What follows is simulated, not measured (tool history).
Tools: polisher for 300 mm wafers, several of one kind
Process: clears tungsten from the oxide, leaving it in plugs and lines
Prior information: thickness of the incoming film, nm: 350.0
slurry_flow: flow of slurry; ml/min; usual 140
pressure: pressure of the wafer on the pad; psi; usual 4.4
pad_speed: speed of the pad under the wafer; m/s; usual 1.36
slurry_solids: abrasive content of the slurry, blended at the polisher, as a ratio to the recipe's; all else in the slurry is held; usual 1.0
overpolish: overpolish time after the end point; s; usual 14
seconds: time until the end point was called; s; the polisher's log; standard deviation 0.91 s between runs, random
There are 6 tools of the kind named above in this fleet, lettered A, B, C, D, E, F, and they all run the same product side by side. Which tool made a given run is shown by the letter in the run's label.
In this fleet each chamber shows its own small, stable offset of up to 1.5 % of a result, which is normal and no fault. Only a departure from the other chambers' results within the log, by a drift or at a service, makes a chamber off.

{"hour": 0.6, "done": "chamber E: slurry tank refilled with fresh slurry and peroxide"}
{"hour": 1.0, "done": "chamber D: worn pad replaced by a new one"}
{"run": "1C", "hour": 8.4, "slurry_flow": 140, "pressure": 4.4, "pad_speed": 1.36, "slurry_solids": 1.0, "overpolish": 14, "seconds": 47.753}
{"hour": 14.9, "done": "chamber C: worn pad replaced by a new one"}
{"run": "2D", "hour": 14.9, "slurry_flow": 140, "pressure": 4.4, "pad_speed": 1.36, "slurry_solids": 1.0, "overpolish": 14, "seconds": 47.492}
{"hour": 16.4, "done": "chamber A: slurry tank refilled with fresh slurry and peroxide"}
{"hour": 18.5, "done": "chamber A: slurry blender recalibrated"}
{"hour": 22.8, "done": "chamber F: slurry tank refilled with fresh slurry and peroxide"}
{"run": "3F", "hour": 27.5, "slurry_flow": 140, "pressure": 4.4, "pad_speed": 1.36, "slurry_solids": 1.0, "overpolish": 14, "seconds": 47.921}
{"run": "4B", "hour": 34.9, "slurry_flow": 140, "pressure": 4.4, "pad_speed": 1.36, "slurry_solids": 1.0, "overpolish": 14, "seconds": 46.4}
{"hour": 37.9, "done": "chamber B: worn pad replaced by a new one"}
{"hour": 40.3, "done": "chamber E: worn pad replaced by a new one"}
{"run": "5E", "hour": 44.4, "slurry_flow": 140, "pressure": 4.4, "pad_speed": 1.36, "slurry_solids": 1.0, "overpolish": 14, "seconds": 45.165}
{"run": "6A", "hour": 52.2, "slurry_flow": 140, "pressure": 4.4, "pad_speed": 1.36, "slurry_solids": 1.0, "overpolish": 14, "seconds": 46.794}
{"hour": 57.9, "done": "chamber A: worn pad replaced by a new one"}
{"hour": 62.9, "done": "chamber B: slurry tank refilled with fresh slurry and peroxide"}
{"run": "7A", "hour": 63.6, "slurry_flow": 140, "pressure": 4.4, "pad_speed": 1.36, "slurry_solids": 1.0, "overpolish": 14, "seconds": 46.117}
{"run": "8B", "hour": 72.4, "slurry_flow": 140, "pressure": 4.4, "pad_speed": 1.36, "slurry_solids": 1.0, "overpolish": 14, "seconds": 47.147}
{"hour": 75.0, "done": "chamber E: slurry tank refilled with fresh slurry and peroxide"}
{"hour": 76.6, "done": "chamber C: slurry nozzle cleaned"}
{"run": "9C", "hour": 81.8, "slurry_flow": 140, "pressure": 4.4, "pad_speed": 1.36, "slurry_solids": 1.0, "overpolish": 14, "seconds": 46.12}
{"hour": 82.5, "done": "chamber C: worn pad replaced by a new one"}
{"hour": 84.0, "done": "chamber B: slurry blender recalibrated"}
{"hour": 84.9, "done": "chamber B: slurry nozzle cleaned"}
{"hour": 85.8, "done": "chamber F: slurry blender recalibrated"}
{"run": "10D", "hour": 90.6, "slurry_flow": 140, "pressure": 4.4, "pad_speed": 1.36, "slurry_solids": 1.0, "overpolish": 14, "seconds": 48.463}
{"run": "11F", "hour": 101.6, "slurry_flow": 140, "pressure": 4.4, "pad_speed": 1.36, "slurry_solids": 1.0, "overpolish": 14, "seconds": 47.482}
{"hour": 102.3, "done": "chamber D: slurry blender recalibrated"}
{"hour": 107.0, "done": "chamber F: slurry tank refilled with fresh slurry and peroxide"}
{"hour": 107.1, "done": "chamber C: slurry tank refilled with fresh slurry and peroxide"}
{"hour": 112.5, "done": "chamber E: slurry nozzle cleaned"}
{"run": "12E", "hour": 113.5, "slurry_flow": 140, "pressure": 4.4, "pad_speed": 1.7, "slurry_solids": 1.0, "overpolish": 19, "seconds": 37.015}
{"run": "13D", "hour": 120.6, "slurry_flow": 140, "pressure": 4.4, "pad_speed": 1.7, "slurry_solids": 1.0, "overpolish": 19, "seconds": 38.442}
{"hour": 121.5, "done": "chamber A: slurry blender recalibrated"}
{"hour": 124.2, "done": "chamber A: head pressure recalibrated"}
{"hour": 129.4, "done": "chamber D: worn pad replaced by a new one"}
{"run": "14A", "hour": 129.9, "slurry_flow": 140, "pressure": 4.4, "pad_speed": 1.7, "slurry_solids": 1.0, "overpolish": 19, "seconds": 38.013}
{"hour": 135.6, "done": "chamber B: slurry tank refilled with fresh slurry and peroxide"}
{"hour": 136.8, "done": "chamber F: worn pad replaced by a new one"}
{"hour": 139.3, "done": "chamber E: head pressure recalibrated"}
{"run": "15B", "hour": 143.9, "slurry_flow": 140, "pressure": 4.4, "pad_speed": 1.7, "slurry_solids": 1.0, "overpolish": 19, "seconds": 37.795}
{"hour": 146.6, "done": "chamber C: worn pad replaced by a new one"}
{"hour": 150.9, "done": "chamber E: slurry tank refilled with fresh slurry and peroxide"}
{"run": "16E", "hour": 154.0, "slurry_flow": 140, "pressure": 4.4, "pad_speed": 1.7, "slurry_solids": 1.0, "overpolish": 19, "seconds": 37.787}
{"hour": 155.4, "done": "chamber A: worn pad replaced by a new one"}
{"hour": 157.3, "done": "chamber B: worn pad replaced by a new one"}
{"run": "17C", "hour": 164.7, "slurry_flow": 140, "pressure": 4.4, "pad_speed": 1.7, "slurry_solids": 1.0, "overpolish": 19, "seconds": 36.229}
{"hour": 168.1, "done": "chamber A: slurry tank refilled with fresh slurry and peroxide"}
{"run": "18F", "hour": 176.2, "slurry_flow": 140, "pressure": 4.4, "pad_speed": 1.36, "slurry_solids": 1.0, "overpolish": 14, "seconds": 47.415}
{"hour": 177.7, "done": "chamber F: slurry tank refilled with fresh slurry and peroxide"}
{"run": "19F", "hour": 186.5, "slurry_flow": 140, "pressure": 4.4, "pad_speed": 1.36, "slurry_solids": 1.0, "overpolish": 14, "seconds": 46.696}
{"hour": 188.1, "done": "chamber F: slurry blender recalibrated"}
{"run": "20B", "hour": 199.8, "slurry_flow": 140, "pressure": 4.4, "pad_speed": 1.36, "slurry_solids": 1.0, "overpolish": 14, "seconds": 47.264}
{"run": "21D", "hour": 211.7, "slurry_flow": 140, "pressure": 4.4, "pad_speed": 1.36, "slurry_solids": 1.0, "overpolish": 14, "seconds": 52.475}
{"hour": 215.3, "done": "chamber C: worn pad replaced by a new one"}
{"hour": 217.1, "done": "chamber B: slurry tank refilled with fresh slurry and peroxide"}
{"hour": 222.4, "done": "chamber B: slurry blender recalibrated"}
{"run": "22C", "hour": 222.4, "slurry_flow": 140, "pressure": 4.4, "pad_speed": 1.36, "slurry_solids": 1.0, "overpolish": 14, "seconds": 45.225}
{"hour": 225.0, "done": "chamber E: slurry tank refilled with fresh slurry and peroxide"}
{"hour": 229.4, "done": "chamber E: worn pad replaced by a new one"}
{"run": "23E", "hour": 233.0, "slurry_flow": 140, "pressure": 4.4, "pad_speed": 1.36, "slurry_solids": 1.0, "overpolish": 14, "seconds": 46.291}
{"hour": 236.9, "done": "chamber D: slurry nozzle cleaned"}
{"run": "24A", "hour": 241.6, "slurry_flow": 140, "pressure": 4.4, "pad_speed": 1.36, "slurry_solids": 1.0, "overpolish": 14, "seconds": 47.613}
{"hour": 249.2, "done": "chamber F: slurry tank refilled with fresh slurry and peroxide"}
{"hour": 249.6, "done": "chamber A: slurry blender recalibrated"}
{"hour": 250.5, "done": "chamber A: worn pad replaced by a new one"}
{"hour": 251.4, "done": "chamber C: slurry tank refilled with fresh slurry and peroxide"}
{"run": "25C", "hour": 253.2, "slurry_flow": 140, "pressure": 4.4, "pad_speed": 1.36, "slurry_solids": 1.0, "overpolish": 14, "seconds": 46.481}
{"hour": 263.5, "done": "chamber F: worn pad replaced by a new one"}
{"run": "26A", "hour": 264.5, "slurry_flow": 140, "pressure": 4.4, "pad_speed": 1.36, "slurry_solids": 1.0, "overpolish": 14, "seconds": 47.363}
{"run": "27B", "hour": 273.1, "slurry_flow": 140, "pressure": 4.4, "pad_speed": 1.36, "slurry_solids": 1.0, "overpolish": 14, "seconds": 46.383}
{"hour": 275.2, "done": "chamber C: head pressure recalibrated"}
{"hour": 279.3, "done": "chamber D: worn pad replaced by a new one"}
{"run": "28D", "hour": 279.5, "slurry_flow": 120, "pressure": 4.4, "pad_speed": 1.36, "slurry_solids": 1.3, "overpolish": 14, "seconds": 50.35}
{"hour": 284.4, "done": "chamber B: worn pad replaced by a new one"}
{"hour": 286.9, "done": "chamber C: worn pad replaced by a new one"}
{"hour": 290.5, "done": "chamber B: slurry tank refilled with fresh slurry and peroxide"}
{"hour": 291.4, "done": "chamber E: slurry tank refilled with fresh slurry and peroxide"}
{"run": "29E", "hour": 292.2, "slurry_flow": 120, "pressure": 4.4, "pad_speed": 1.36, "slurry_solids": 1.3, "overpolish": 14, "seconds": 46.285}
{"run": "30F", "hour": 302.1, "slurry_flow": 120, "pressure": 4.4, "pad_speed": 1.36, "slurry_solids": 1.3, "overpolish": 14, "seconds": 45.4}
{"hour": 304.1, "done": "chamber A: slurry nozzle cleaned"}
{"hour": 314.8, "done": "chamber F: slurry blender recalibrated"}
{"run": "31E", "hour": 315.6, "slurry_flow": 120, "pressure": 4.4, "pad_speed": 1.36, "slurry_solids": 1.3, "overpolish": 14, "seconds": 44.738}
{"hour": 321.6, "done": "chamber F: slurry tank refilled with fresh slurry and peroxide"}
{"run": "32B", "hour": 324.7, "slurry_flow": 120, "pressure": 4.4, "pad_speed": 1.36, "slurry_solids": 1.3, "overpolish": 14, "seconds": 46.309}
{"run": "33C", "hour": 333.1, "slurry_flow": 120, "pressure": 4.4, "pad_speed": 1.36, "slurry_solids": 1.3, "overpolish": 14, "seconds": 44.704}
{"run": "34F", "hour": 339.5, "slurry_flow": 140, "pressure": 4.4, "pad_speed": 1.36, "slurry_solids": 1.0, "overpolish": 14, "seconds": 46.367}
{"hour": 346.3, "done": "chamber A: slurry tank refilled with fresh slurry and peroxide"}
{"run": "35A", "hour": 351.3, "slurry_flow": 140, "pressure": 4.4, "pad_speed": 1.36, "slurry_solids": 1.0, "overpolish": 14, "seconds": 46.926}
{"run": "36D", "hour": 364.1, "slurry_flow": 140, "pressure": 4.4, "pad_speed": 1.36, "slurry_solids": 1.0, "overpolish": 14, "seconds": 57.284}

Next, every chamber runs the same settings. What will each give?
{"run": "37A", "hour": 374.2, "slurry_flow": 140, "pressure": 4.4, "pad_speed": 1.36, "slurry_solids": 1.0, "overpolish": 14, "seconds": "?"}
{"run": "37B", "hour": 374.2, "slurry_flow": 140, "pressure": 4.4, "pad_speed": 1.36, "slurry_solids": 1.0, "overpolish": 14, "seconds": "?"}
{"run": "37C", "hour": 374.2, "slurry_flow": 140, "pressure": 4.4, "pad_speed": 1.36, "slurry_solids": 1.0, "overpolish": 14, "seconds": "?"}
{"run": "37D", "hour": 374.2, "slurry_flow": 140, "pressure": 4.4, "pad_speed": 1.36, "slurry_solids": 1.0, "overpolish": 14, "seconds": "?"}
{"run": "37E", "hour": 374.2, "slurry_flow": 140, "pressure": 4.4, "pad_speed": 1.36, "slurry_solids": 1.0, "overpolish": 14, "seconds": "?"}
{"run": "37F", "hour": 374.2, "slurry_flow": 140, "pressure": 4.4, "pad_speed": 1.36, "slurry_solids": 1.0, "overpolish": 14, "seconds": "?"}

run=37A seconds=47.573
run=37B seconds=47.871
run=37C seconds=47.562
run=37D seconds=56.117
run=37E seconds=46.135
run=37F seconds=47.072
